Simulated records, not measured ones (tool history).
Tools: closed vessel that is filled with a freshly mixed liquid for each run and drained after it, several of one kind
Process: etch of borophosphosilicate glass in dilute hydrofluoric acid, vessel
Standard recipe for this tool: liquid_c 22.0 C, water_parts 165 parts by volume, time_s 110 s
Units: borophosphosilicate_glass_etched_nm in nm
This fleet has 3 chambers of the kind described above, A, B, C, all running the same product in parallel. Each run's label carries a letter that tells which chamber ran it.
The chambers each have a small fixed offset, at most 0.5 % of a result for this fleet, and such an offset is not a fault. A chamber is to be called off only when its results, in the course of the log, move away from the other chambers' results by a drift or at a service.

run,hour,liquid_c,water_parts,time_s,hours since the thermometer was replaced,hours since the hydrofluoric acid flow meter was replaced,"read-back film thickness of the borophosphosilicate glass reference wafer, read on the same gauge (nm)",borophosphosilicate_glass_etched_nm
1B,10.1,22.0,165,110,1597.9,1035.5,150.00,25.948
# hour 24.0: chamber A: hydrofluoric acid flow meter replaced
2A,24.2,22.0,165,110,741.6,0.2,150.02,25.846
3C,35.9,22.0,165,110,161.2,1687.4,150.00,25.828
4A,44.6,22.0,165,110,762.0,20.6,149.99,25.804
5B,56.5,22.0,210,110,1644.3,1081.9,149.99,19.649
6C,68.5,22.0,210,110,193.8,1720.0,150.01,19.265
7B,82.6,22.0,210,110,1670.4,1108.0,150.00,19.574
# hour 91.8: chamber A: thermometer replaced
8A,96.2,19.0,165,110,4.5,72.2,150.02,23.025
9C,107.7,19.0,165,110,233.0,1759.2,150.03,23.069
# hour 122.1: chamber C: hydrofluoric acid flow meter replaced
10C,123.8,19.0,165,110,249.1,1.7,150.01,22.769
11A,132.2,22.0,165,110,40.5,108.2,149.99,25.769
12B,147.1,22.0,165,110,1734.9,1172.5,150.00,26.105
13B,162.5,22.0,165,110,1750.3,1187.9,150.00,26.198
14C,176.9,22.0,165,110,302.2,54.8,150.01,25.537
15A,191.0,22.0,165,110,99.3,167.0,150.01,25.558
16A,198.6,22.0,165,110,106.9,174.6,149.99,25.704
17B,205.9,22.0,165,110,1793.7,1231.3,150.01,25.688
18C,217.3,22.0,165,110,342.6,95.2,150.00,25.659
19B,227.9,22.0,165,110,1815.7,1253.3,150.00,26.068
20A,235.4,22.0,165,110,143.7,211.4,150.01,25.647
21C,247.2,22.0,165,110,372.5,125.1,150.00,25.828
22A,256.1,22.0,165,110,164.4,232.1,149.99,25.726
23C,271.3,22.0,165,110,396.6,149.2,150.01,25.632
24B,283.4,17.5,125,110,1871.2,1308.8,150.03,29.760
25B,298.8,17.5,125,110,1886.6,1324.2,150.01,29.986
26A,314.9,17.5,125,110,223.2,290.9,150.01,29.541
27C,328.0,22.0,165,110,453.3,205.9,150.01,25.911
28C,343.0,26.0,165,110,468.3,220.9,149.99,29.894
29A,350.8,26.0,165,110,259.1,326.8,150.00,30.093
30B,363.5,26.0,165,110,1951.3,1388.9,149.99,30.231
31A,377.0,22.0,165,110,285.3,353.0,150.00,25.750
32C,385.1,22.0,240,110,510.4,263.0,149.98,16.334
33B,395.9,22.0,240,110,1983.7,1421.3,150.01,16.608
34A,408.9,22.0,240,110,317.2,384.9,149.98,16.530
35C,418.1,22.0,165,110,543.4,296.0,150.03,25.747

The same settings go to every chamber for the next run, one line per chamber below. Forecast the results for each:
36A,429.8,22.0,130,110,,,,?
36B,429.8,22.0,130,110,,,,?
36C,429.8,22.0,130,110,,,,?

run,borophosphosilicate_glass_etched_nm
36A,33.854
36B,34.077
36C,33.749

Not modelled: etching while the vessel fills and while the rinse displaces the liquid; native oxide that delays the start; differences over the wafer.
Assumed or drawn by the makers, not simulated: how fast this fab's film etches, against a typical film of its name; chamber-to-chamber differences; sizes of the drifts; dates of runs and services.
